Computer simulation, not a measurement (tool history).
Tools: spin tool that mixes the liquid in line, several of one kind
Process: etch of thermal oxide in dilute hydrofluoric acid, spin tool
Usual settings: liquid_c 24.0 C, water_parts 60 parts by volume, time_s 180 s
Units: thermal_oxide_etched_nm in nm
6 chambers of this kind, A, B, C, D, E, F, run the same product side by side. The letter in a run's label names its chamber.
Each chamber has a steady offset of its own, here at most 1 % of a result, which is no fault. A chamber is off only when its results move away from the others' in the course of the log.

| run | hour | liquid_c | water_parts | time_s | hours since the thermometer was replaced | hours since the hydrofluoric acid flow meter was replaced | read-back film thickness of the thermal oxide reference wafer, read on the same gauge (nm) | thermal_oxide_etched_nm |
|---|---|---|---|---|---|---|---|---|
|  | 6.2 | chamber B: hydrofluoric acid flow meter replaced |
| 1D | 12.3 | 24.0 | 60 | 180 | 350.7 | 782.9 | 149.98 | 15.2660 |
| 2F | 25.3 | 24.0 | 60 | 180 | 145.8 | 688.8 | 150.01 | 15.3550 |
| 3A | 34.2 | 24.0 | 60 | 180 | 80.8 | 570.6 | 149.98 | 15.1150 |
| 4C | 47.2 | 24.0 | 60 | 180 | 725.2 | 591.1 | 149.96 | 15.1240 |
| 5E | 53.7 | 24.0 | 60 | 180 | 364.8 | 914.8 | 150.00 | 15.1570 |
| 6B | 65.7 | 24.0 | 60 | 180 | 406.4 | 59.5 | 149.97 | 15.0880 |
| 7D | 75.2 | 24.0 | 60 | 180 | 413.6 | 845.8 | 149.98 | 15.2500 |
| 8B | 81.6 | 24.0 | 60 | 180 | 422.3 | 75.4 | 150.03 | 15.0730 |
| 9E | 94.7 | 20.5 | 60 | 260 | 405.8 | 955.8 | 149.99 | 18.6420 |
| 10A | 107.0 | 20.5 | 60 | 260 | 153.6 | 643.4 | 149.98 | 18.8200 |
| 11C | 113.8 | 20.5 | 60 | 260 | 791.8 | 657.7 | 150.00 | 18.9860 |
| 12F | 124.9 | 20.5 | 60 | 260 | 245.4 | 788.4 | 150.00 | 18.9930 |
| 13A | 138.4 | 20.5 | 60 | 260 | 185.0 | 674.8 | 149.99 | 18.8920 |
| 14B | 149.6 | 20.5 | 60 | 260 | 490.3 | 143.4 | 150.01 | 18.9530 |
| 15E | 163.2 | 24.0 | 60 | 180 | 474.3 | 1024.3 | 150.03 | 15.0370 |
| 16F | 173.1 | 24.0 | 60 | 180 | 293.6 | 836.6 | 150.01 | 15.4700 |
| 17C | 181.6 | 24.0 | 60 | 180 | 859.6 | 725.5 | 149.98 | 14.8700 |
| 18D | 187.7 | 24.0 | 60 | 180 | 526.1 | 958.3 | 150.00 | 15.1280 |
| 19F | 198.5 | 24.0 | 60 | 180 | 319.0 | 862.0 | 149.98 | 15.2190 |
| 20D | 207.9 | 24.0 | 60 | 180 | 546.3 | 978.5 | 150.03 | 15.1980 |
| 21C | 216.0 | 24.0 | 60 | 180 | 894.0 | 759.9 | 150.01 | 14.9780 |
| 22B | 226.5 | 24.0 | 60 | 180 | 567.2 | 220.3 | 150.00 | 15.2180 |
|  | 231.5 | chamber E: hydrofluoric acid flow meter replaced |
| 23E | 233.4 | 24.0 | 60 | 180 | 544.5 | 1.9 | 150.00 | 14.9660 |
| 24A | 243.7 | 24.0 | 60 | 180 | 290.3 | 780.1 | 149.97 | 15.3700 |
| 25E | 254.6 | 24.0 | 60 | 180 | 565.7 | 23.1 | 149.98 | 14.9050 |
| 26F | 266.8 | 24.0 | 60 | 180 | 387.3 | 930.3 | 150.02 | 15.3450 |
| 27C | 276.6 | 24.0 | 60 | 180 | 954.6 | 820.5 | 149.99 | 14.7190 |
| 28B | 287.1 | 24.0 | 60 | 180 | 627.8 | 280.9 | 150.05 | 15.3030 |
| 29D | 296.2 | 22.0 | 60 | 120 | 634.6 | 1066.8 | 150.03 | 9.3918 |
| 30A | 308.3 | 22.0 | 60 | 120 | 354.9 | 844.7 | 149.96 | 9.2681 |
| 31A | 320.4 | 22.0 | 60 | 120 | 367.0 | 856.8 | 149.98 | 9.2398 |
|  | 323.0 | chamber B: thermometer replaced |
| 32C | 327.3 | 22.0 | 60 | 120 | 1005.3 | 871.2 | 150.00 | 8.9586 |
| 33E | 338.6 | 22.0 | 60 | 120 | 649.7 | 107.1 | 150.04 | 9.1443 |
| 34D | 346.3 | 22.0 | 60 | 120 | 684.7 | 1116.9 | 149.99 | 9.3700 |
| 35F | 354.8 | 24.0 | 60 | 180 | 475.3 | 1018.3 | 149.99 | 15.4490 |
| 36B | 368.2 | 24.0 | 60 | 180 | 45.2 | 362.0 | 150.00 | 15.0570 |
| 37A | 376.5 | 24.0 | 60 | 180 | 423.1 | 912.9 | 150.01 | 15.0690 |
| 38D | 383.7 | 24.0 | 60 | 180 | 722.1 | 1154.3 | 149.98 | 15.2450 |
| 39E | 392.1 | 24.0 | 60 | 180 | 703.2 | 160.6 | 149.97 | 14.9400 |
| 40F | 400.5 | 24.0 | 60 | 180 | 521.0 | 1064.0 | 149.99 | 15.2220 |
| 41C | 413.7 | 24.0 | 60 | 180 | 1091.7 | 957.6 | 150.02 | 14.3910 |
| 42B | 425.9 | 24.0 | 60 | 180 | 102.9 | 419.7 | 150.01 | 15.1930 |
| 43E | 438.0 | 24.0 | 60 | 180 | 749.1 | 206.5 | 149.99 | 14.9930 |

Is one chamber off against the others, does the gauge drift, or is nothing wrong? If a chamber is off, say which, and what the likeliest cause is.

Chamber C drifts away from the others.
Cause: liquid colder than its thermometer reads (K) = 1.63.
The log may not tell that from: hydrofluoric acid flow below the setpoint (%).

Here are 4 candidates for chamber C's next run, each the usual settings with a change, their results left as question marks. Which one brings its results back in line with what the others give on the usual settings?
In line means no further than this from the other chambers' mean on the usual settings: thermal_oxide_etched_nm 0.3700 nm
| 44C-1 | 447.9 | 27.0 | 60 | 180 |  |  |  | ? |
| 44C-2 | 447.9 | 24.0 | 60 | 170 |  |  |  | ? |
| 44C-3 | 447.9 | 24.0 | 60 | 160 |  |  |  | ? |
| 44C-4 | 447.9 | 24.0 | 60 | 190 |  |  |  | ? |

The other chambers' mean on the usual settings: thermal_oxide_etched_nm 15.1730 nm
| run | thermal_oxide_etched_nm |
|---|---|
| 44C-1 | 16.1560 |
| 44C-2 | 13.4760 |
| 44C-3 | 12.6830 |
| 44C-4 | 15.0610 |
44C-4 brings the chamber back in line.

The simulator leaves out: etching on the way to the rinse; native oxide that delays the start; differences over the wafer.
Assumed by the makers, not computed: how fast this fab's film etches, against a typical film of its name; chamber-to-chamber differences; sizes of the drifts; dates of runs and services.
